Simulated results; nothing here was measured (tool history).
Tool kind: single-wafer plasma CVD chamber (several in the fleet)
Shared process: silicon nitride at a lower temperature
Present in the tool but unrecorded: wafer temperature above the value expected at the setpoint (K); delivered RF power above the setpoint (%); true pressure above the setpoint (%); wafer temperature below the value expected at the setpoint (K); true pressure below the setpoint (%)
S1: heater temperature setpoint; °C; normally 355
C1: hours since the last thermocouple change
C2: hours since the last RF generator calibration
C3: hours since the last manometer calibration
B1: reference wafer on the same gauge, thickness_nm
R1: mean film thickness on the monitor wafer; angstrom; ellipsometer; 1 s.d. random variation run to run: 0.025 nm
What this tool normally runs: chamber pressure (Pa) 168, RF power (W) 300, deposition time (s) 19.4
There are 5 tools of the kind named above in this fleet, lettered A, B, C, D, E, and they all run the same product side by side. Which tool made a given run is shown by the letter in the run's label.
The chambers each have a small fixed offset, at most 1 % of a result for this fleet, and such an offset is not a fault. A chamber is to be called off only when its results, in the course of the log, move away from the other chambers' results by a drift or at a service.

run 1D hour=5.9 | S1=355 chamber_pressure_(Pa)=168 RF_power_(W)=300 deposition_time_(s)=19.4 | C1=612.6 C2=281.3 C3=837.2 | B1=24.111 | R1=211.91
run 2A hour=13.9 | S1=355 chamber_pressure_(Pa)=168 RF_power_(W)=300 deposition_time_(s)=19.4 | C1=884.5 C2=1791.7 C3=1506.9 | B1=24.100 | R1=213.32
run 3E hour=24.9 | S1=355 chamber_pressure_(Pa)=168 RF_power_(W)=300 deposition_time_(s)=19.4 | C1=185.7 C2=122.1 C3=529.5 | B1=24.102 | R1=211.90
run 4B hour=36.0 | S1=355 chamber_pressure_(Pa)=168 RF_power_(W)=300 deposition_time_(s)=19.4 | C1=219.8 C2=541.5 C3=1297.0 | B1=24.103 | R1=211.88
run 5C hour=46.8 | S1=355 chamber_pressure_(Pa)=168 RF_power_(W)=300 deposition_time_(s)=19.4 | C1=1246.9 C2=531.7 C3=71.6 | B1=24.114 | R1=210.78
-- hour=51.1 chamber B: capacitance manometer re-zeroed and calibrated
run 6D hour=52.3 | S1=355 chamber_pressure_(Pa)=168 RF_power_(W)=300 deposition_time_(s)=19.4 | C1=659.0 C2=327.7 C3=883.6 | B1=24.120 | R1=211.68
run 7B hour=59.9 | S1=355 chamber_pressure_(Pa)=168 RF_power_(W)=300 deposition_time_(s)=19.4 | C1=243.7 C2=565.4 C3=8.8 | B1=24.116 | R1=212.45
run 8A hour=65.2 | S1=355 chamber_pressure_(Pa)=168 RF_power_(W)=300 deposition_time_(s)=19.4 | C1=935.8 C2=1843.0 C3=1558.2 | B1=24.125 | R1=213.29
run 9E hour=70.5 | S1=355 chamber_pressure_(Pa)=168 RF_power_(W)=300 deposition_time_(s)=19.4 | C1=231.3 C2=167.7 C3=575.1 | B1=24.125 | R1=212.32
run 10C hour=78.7 | S1=355 chamber_pressure_(Pa)=168 RF_power_(W)=300 deposition_time_(s)=19.4 | C1=1278.8 C2=563.6 C3=103.5 | B1=24.132 | R1=211.44
run 11A hour=88.9 | S1=340 chamber_pressure_(Pa)=168 RF_power_(W)=300 deposition_time_(s)=19.4 | C1=959.5 C2=1866.7 C3=1581.9 | B1=24.134 | R1=215.01
run 12C hour=95.7 | S1=340 chamber_pressure_(Pa)=168 RF_power_(W)=300 deposition_time_(s)=19.4 | C1=1295.8 C2=580.6 C3=120.5 | B1=24.125 | R1=212.48
run 13B hour=104.8 | S1=340 chamber_pressure_(Pa)=168 RF_power_(W)=300 deposition_time_(s)=19.4 | C1=288.6 C2=610.3 C3=53.7 | B1=24.134 | R1=214.07
run 14E hour=115.0 | S1=340 chamber_pressure_(Pa)=168 RF_power_(W)=300 deposition_time_(s)=19.4 | C1=275.8 C2=212.2 C3=619.6 | B1=24.141 | R1=213.45
run 15D hour=125.2 | S1=340 chamber_pressure_(Pa)=168 RF_power_(W)=300 deposition_time_(s)=19.4 | C1=731.9 C2=400.6 C3=956.5 | B1=24.143 | R1=213.51
run 16B hour=131.7 | S1=355 chamber_pressure_(Pa)=168 RF_power_(W)=300 deposition_time_(s)=19.4 | C1=315.5 C2=637.2 C3=80.6 | B1=24.145 | R1=212.07
run 17D hour=138.0 | S1=355 chamber_pressure_(Pa)=168 RF_power_(W)=300 deposition_time_(s)=19.4 | C1=744.7 C2=413.4 C3=969.3 | B1=24.144 | R1=212.19
run 18C hour=147.3 | S1=343 chamber_pressure_(Pa)=192 RF_power_(W)=300 deposition_time_(s)=19.4 | C1=1347.4 C2=632.2 C3=172.1 | B1=24.156 | R1=220.91
run 19E hour=157.7 | S1=343 chamber_pressure_(Pa)=192 RF_power_(W)=300 deposition_time_(s)=19.4 | C1=318.5 C2=254.9 C3=662.3 | B1=24.159 | R1=222.01
run 20A hour=164.6 | S1=343 chamber_pressure_(Pa)=192 RF_power_(W)=300 deposition_time_(s)=19.4 | C1=1035.2 C2=1942.4 C3=1657.6 | B1=24.161 | R1=222.98
run 21E hour=169.5 | S1=343 chamber_pressure_(Pa)=192 RF_power_(W)=300 deposition_time_(s)=19.4 | C1=330.3 C2=266.7 C3=674.1 | B1=24.161 | R1=221.71
run 22B hour=177.6 | S1=343 chamber_pressure_(Pa)=192 RF_power_(W)=300 deposition_time_(s)=19.4 | C1=361.4 C2=683.1 C3=126.5 | B1=24.164 | R1=221.95
run 23D hour=187.1 | S1=355 chamber_pressure_(Pa)=168 RF_power_(W)=300 deposition_time_(s)=19.4 | C1=793.8 C2=462.5 C3=1018.4 | B1=24.165 | R1=212.59
run 24C hour=192.7 | S1=355 chamber_pressure_(Pa)=168 RF_power_(W)=300 deposition_time_(s)=19.4 | C1=1392.8 C2=677.6 C3=217.5 | B1=24.170 | R1=212.12
run 25A hour=202.1 | S1=355 chamber_pressure_(Pa)=168 RF_power_(W)=300 deposition_time_(s)=19.4 | C1=1072.7 C2=1979.9 C3=1695.1 | B1=24.171 | R1=213.78
-- hour=209.4 chamber C: RF generator calibrated
run 26B hour=211.6 | S1=355 chamber_pressure_(Pa)=168 RF_power_(W)=300 deposition_time_(s)=19.4 | C1=395.4 C2=717.1 C3=160.5 | B1=24.171 | R1=213.04
run 27C hour=222.6 | S1=355 chamber_pressure_(Pa)=168 RF_power_(W)=335 deposition_time_(s)=19.4 | C1=1422.7 C2=13.2 C3=247.4 | B1=24.170 | R1=227.65
run 28D hour=233.0 | S1=355 chamber_pressure_(Pa)=168 RF_power_(W)=335 deposition_time_(s)=19.4 | C1=839.7 C2=508.4 C3=1064.3 | B1=24.190 | R1=228.95
run 29E hour=241.7 | S1=355 chamber_pressure_(Pa)=168 RF_power_(W)=335 deposition_time_(s)=19.4 | C1=402.5 C2=338.9 C3=746.3 | B1=24.185 | R1=229.08
run 30A hour=252.8 | S1=355 chamber_pressure_(Pa)=168 RF_power_(W)=335 deposition_time_(s)=19.4 | C1=1123.4 C2=2030.6 C3=1745.8 | B1=24.192 | R1=230.45
run 31B hour=258.6 | S1=355 chamber_pressure_(Pa)=168 RF_power_(W)=335 deposition_time_(s)=19.4 | C1=442.4 C2=764.1 C3=207.5 | B1=24.200 | R1=229.41
run 32D hour=266.3 | S1=355 chamber_pressure_(Pa)=168 RF_power_(W)=300 deposition_time_(s)=19.4 | C1=873.0 C2=541.7 C3=1097.6 | B1=24.194 | R1=212.47
run 33E hour=273.4 | S1=355 chamber_pressure_(Pa)=168 RF_power_(W)=300 deposition_time_(s)=19.4 | C1=434.2 C2=370.6 C3=778.0 | B1=24.197 | R1=213.27
run 34A hour=278.3 | S1=355 chamber_pressure_(Pa)=168 RF_power_(W)=300 deposition_time_(s)=19.4 | C1=1148.9 C2=2056.1 C3=1771.3 | B1=24.199 | R1=214.21
run 35C hour=286.5 | S1=355 chamber_pressure_(Pa)=168 RF_power_(W)=300 deposition_time_(s)=19.4 | C1=1486.6 C2=77.1 C3=311.3 | B1=24.209 | R1=212.36
run 36B hour=294.0 | S1=355 chamber_pressure_(Pa)=168 RF_power_(W)=300 deposition_time_(s)=19.4 | C1=477.8 C2=799.5 C3=242.9 | B1=24.205 | R1=213.26
run 37E hour=302.7 | S1=355 chamber_pressure_(Pa)=168 RF_power_(W)=300 deposition_time_(s)=19.4 | C1=463.5 C2=399.9 C3=807.3 | B1=24.215 | R1=213.09
run 38D hour=310.2 | S1=355 chamber_pressure_(Pa)=168 RF_power_(W)=300 deposition_time_(s)=19.4 | C1=916.9 C2=585.6 C3=1141.5 | B1=24.209 | R1=212.48
run 39C hour=318.4 | S1=355 chamber_pressure_(Pa)=168 RF_power_(W)=270 deposition_time_(s)=19.4 | C1=1518.5 C2=109.0 C3=343.2 | B1=24.212 | R1=197.47

What goes on in this fleet: one chamber off, a drifting gauge, or nothing beyond the chambers' own small offsets? Name the chamber and the cause, if any.

The shared gauge is drifting. All chambers look as if they move in step, but none is off.
Cause: gauge reads high (%) = 0.485.

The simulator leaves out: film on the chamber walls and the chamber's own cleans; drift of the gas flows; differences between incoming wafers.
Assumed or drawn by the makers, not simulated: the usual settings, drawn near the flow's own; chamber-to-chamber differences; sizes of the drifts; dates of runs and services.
